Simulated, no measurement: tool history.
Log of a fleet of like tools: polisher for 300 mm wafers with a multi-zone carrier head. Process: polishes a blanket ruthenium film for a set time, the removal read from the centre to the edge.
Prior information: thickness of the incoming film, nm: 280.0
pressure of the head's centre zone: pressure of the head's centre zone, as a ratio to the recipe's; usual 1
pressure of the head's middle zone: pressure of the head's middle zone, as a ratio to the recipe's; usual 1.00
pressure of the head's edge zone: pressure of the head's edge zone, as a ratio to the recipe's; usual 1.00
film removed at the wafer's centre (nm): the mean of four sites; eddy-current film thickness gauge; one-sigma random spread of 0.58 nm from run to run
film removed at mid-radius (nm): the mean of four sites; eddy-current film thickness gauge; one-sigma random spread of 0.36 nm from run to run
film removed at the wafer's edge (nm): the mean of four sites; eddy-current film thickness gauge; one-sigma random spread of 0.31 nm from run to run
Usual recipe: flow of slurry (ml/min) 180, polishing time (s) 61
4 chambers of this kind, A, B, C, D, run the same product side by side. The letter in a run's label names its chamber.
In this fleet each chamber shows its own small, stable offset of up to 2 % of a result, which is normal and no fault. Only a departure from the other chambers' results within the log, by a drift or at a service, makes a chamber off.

run     day  flow of slurry (ml/min)  pressure of the head's centre zone  pressure of the head's middle zone  pressure of the head's edge zone  polishing time (s)  film removed at the wafer's centre (nm)  film removed at mid-radius (nm)  film removed at the wafer's edge (nm)
      0.112  -- chamber C: slurry nozzle cleaned
 1C   0.404                      180                                   1                                1.00                              1.00                  61                                   40.338                           41.750                                 41.708
 2D   0.621                      180                                   1                                1.00                              1.00                  61                                   43.188                           42.342                                 40.651
      0.796  -- chamber D: worn pad replaced by a new one
 3A   1.075                      180                                   1                                1.00                              1.00                  61                                   40.411                           41.440                                 41.142
      1.300  -- chamber C: worn pad replaced by a new one
 4B   1.475                      180                                   1                                1.00                              1.00                  61                                   40.693                           40.440                                 41.214
 5B   1.846                      180                                   1                                1.00                              1.00                  61                                   42.339                           41.198                                 40.898
      2.175  -- chamber B: edge zone pressure recalibrated
 6D   2.183                      180                                   1                                1.00                              1.00                  61                                   41.502                           41.012                                 40.915
      2.262  -- chamber B: worn pad replaced by a new one
 7A   2.408                      180                                   1                                1.00                              1.00                  61                                   40.954                           41.680                                 41.766
      2.454  -- chamber A: worn pad replaced by a new one
 8C   2.621                      180                                   1                                1.00                              1.00                  61                                   40.957                           41.807                                 41.719
      2.625  -- chamber B: slurry nozzle cleaned
 9B   3.000                      180                                   1                                1.00                              1.09                  80                                   54.408                           53.339                                 55.188
10C   3.308                      180                                   1                                1.00                              1.09                  80                                   53.928                           54.611                                 57.493
11D   3.583                      180                                   1                                1.00                              1.09                  80                                   54.830                           55.057                                 55.592
12A   3.888                      180                                   1                                1.00                              1.09                  80                                   53.106                           54.190                                 56.044
      4.129  -- chamber C: worn pad replaced by a new one
13C   4.371                      180                                   1                                1.00                              0.96                  61                                   41.341                           41.490                                 41.153
      4.421  -- chamber D: worn pad replaced by a new one
14D   4.583                      180                                   1                                1.00                              0.96                  61                                   40.920                           41.750                                 40.371
15A   4.858                      180                                   1                                1.00                              0.96                  61                                   40.411                           41.135                                 40.414
      4.975  -- chamber A: centre zone pressure recalibrated
      5.133  -- chamber B: worn pad replaced by a new one
16B   5.342                      180                                   1                                1.00                              0.96                  61                                   41.442                           40.132                                 39.934
17A   5.775                      180                                   1                                0.93                              1.00                  76                                   51.514                           48.491                                 51.432
      6.158  -- chamber A: worn pad replaced by a new one
18D   6.225                      180                                   1                                0.93                              1.00                  76                                   51.968                           48.356                                 51.006
19B   6.438                      180                                   1                                0.93                              1.00                  76                                   51.449                           47.184                                 49.864
20C   6.700                      180                                   1                                0.93                              1.00                  76                                   52.232                           47.422                                 51.482
      6.725  -- chamber C: worn pad replaced by a new one
21C   7.000                      180                                   1                                1.00                              1.00                  61                                   43.066                           41.468                                 41.237
      7.333  -- chamber D: worn pad replaced by a new one
22D   7.454                      180                                   1                                1.00                              1.00                  61                                   41.848                           41.740                                 40.120
      7.662  -- chamber B: worn pad replaced by a new one
23B   7.708                      180                                   1                                1.00                              1.00                  61                                   41.275                           40.809                                 41.023
24A   8.175                      145                                   1                                0.93                              1.00                  61                                   39.368                           37.279                                 40.604
25B   8.529                      145                                   1                                0.93                              1.00                  61                                   40.087                           36.659                                 39.808
26A   8.758                      145                                   1                                0.93                              1.00                  61                                   40.330                           36.825                                 40.206
      8.892  -- chamber B: centre zone pressure recalibrated
27D   9.100                      145                                   1                                0.93                              1.00                  61                                   40.785                           37.263                                 39.696
28C   9.342                      180                                   1                                1.00                              1.00                  61                                   42.782                           41.387                                 41.107
      9.538  -- chamber C: worn pad replaced by a new one
      9.633  -- chamber A: worn pad replaced by a new one
29C   9.692                      180                                   1                                1.00                              1.00                  61                                   42.544                           41.114                                 41.493
      9.896  -- chamber D: slurry nozzle cleaned
30D   9.921                      180                                   1                                1.00                              1.00                  61                                   40.355                           41.493                                 40.944
     10.288  -- chamber D: worn pad replaced by a new one
31B  10.317                      180                                   1                                1.00                              1.00                  61                                   42.308                           40.921                                 40.899
32A  10.662                      180                                   1                                1.00                              1.00                  61                                   39.902                           41.209                                 41.382
     10.717  -- chamber B: worn pad replaced by a new one
33C  11.117                      180                                   1                                1.00                              1.00                  61                                   44.677                           41.444                                 40.934
34B  11.342                      180                                   1                                1.00                              1.00                  61                                   41.232                           40.608                                 40.249
35A  11.604                      180                                   1                                1.00                              1.00                  61                                   40.010                           41.714                                 40.940
36D  12.071                      180                                   1                                1.00                              1.00                  61                                   41.280                           41.359                                 40.733
37A  12.296                      180                                   1                                1.00                              1.00                  61                                   40.870                           41.912                                 41.223
     12.525  -- chamber C: worn pad replaced by a new one
38C  12.758                      180                                   1                                1.00                              1.00                  61                                   44.515                           41.144                                 41.351
39B  13.117                      180                                   1                                1.00                              1.00                  68                                   46.840                           45.775                                 45.636
40D  13.562                      180                                   1                                1.00                              1.00                  68                                   46.353                           46.366                                 44.775
41C  13.838                      180                                   1                                1.00                              1.00                  68                                   48.450                           46.016                                 45.836

One chamber off, gauge drift, or nothing amiss beyond the chambers' own small offsets? If it is a chamber, which one, and what is the likeliest cause?

One chamber, C, drifts off from the rest bit by bit.
Most likely cause: centre zone's pressure above its setpoint, % = 7.61.

Which of the 4 candidates below, each the usual settings with something changed and its results left as question marks, puts chamber C back in line with what the other chambers give on the usual settings?
Maximum distance from the other chambers' mean on the usual settings for a result to count as in line: film removed at the wafer's centre (nm) 2.100; film removed at mid-radius (nm) 1.300; film removed at the wafer's edge (nm) 1.100
42C-1  14.183                      185                                1.05                                0.98                              0.99                  62                                        ?                                ?                                      ?
42C-2  14.183                      175                                0.95                                1.02                              1.01                  60                                        ?                                ?                                      ?
42C-3  14.183                      190                                1.11                                0.97                              0.97                  63                                        ?                                ?                                      ?
42C-4  14.183                      170                                0.89                                1.03                              1.03                  59                                        ?                                ?                                      ?

On the usual settings, the other chambers give on average: film removed at the wafer's centre (nm) 41.321; film removed at mid-radius (nm) 41.214; film removed at the wafer's edge (nm) 40.879
  run  film removed at the wafer's centre (nm)  film removed at mid-radius (nm)  film removed at the wafer's edge (nm)
42C-1                                   47.392                           41.605                                 42.048
42C-2                                   40.708                           41.424                                 40.835
42C-3                                   51.388                           42.036                                 42.408
42C-4                                   37.049                           40.919                                 40.426
Change 42C-2 lands the chamber within the allowed miss of the other chambers.
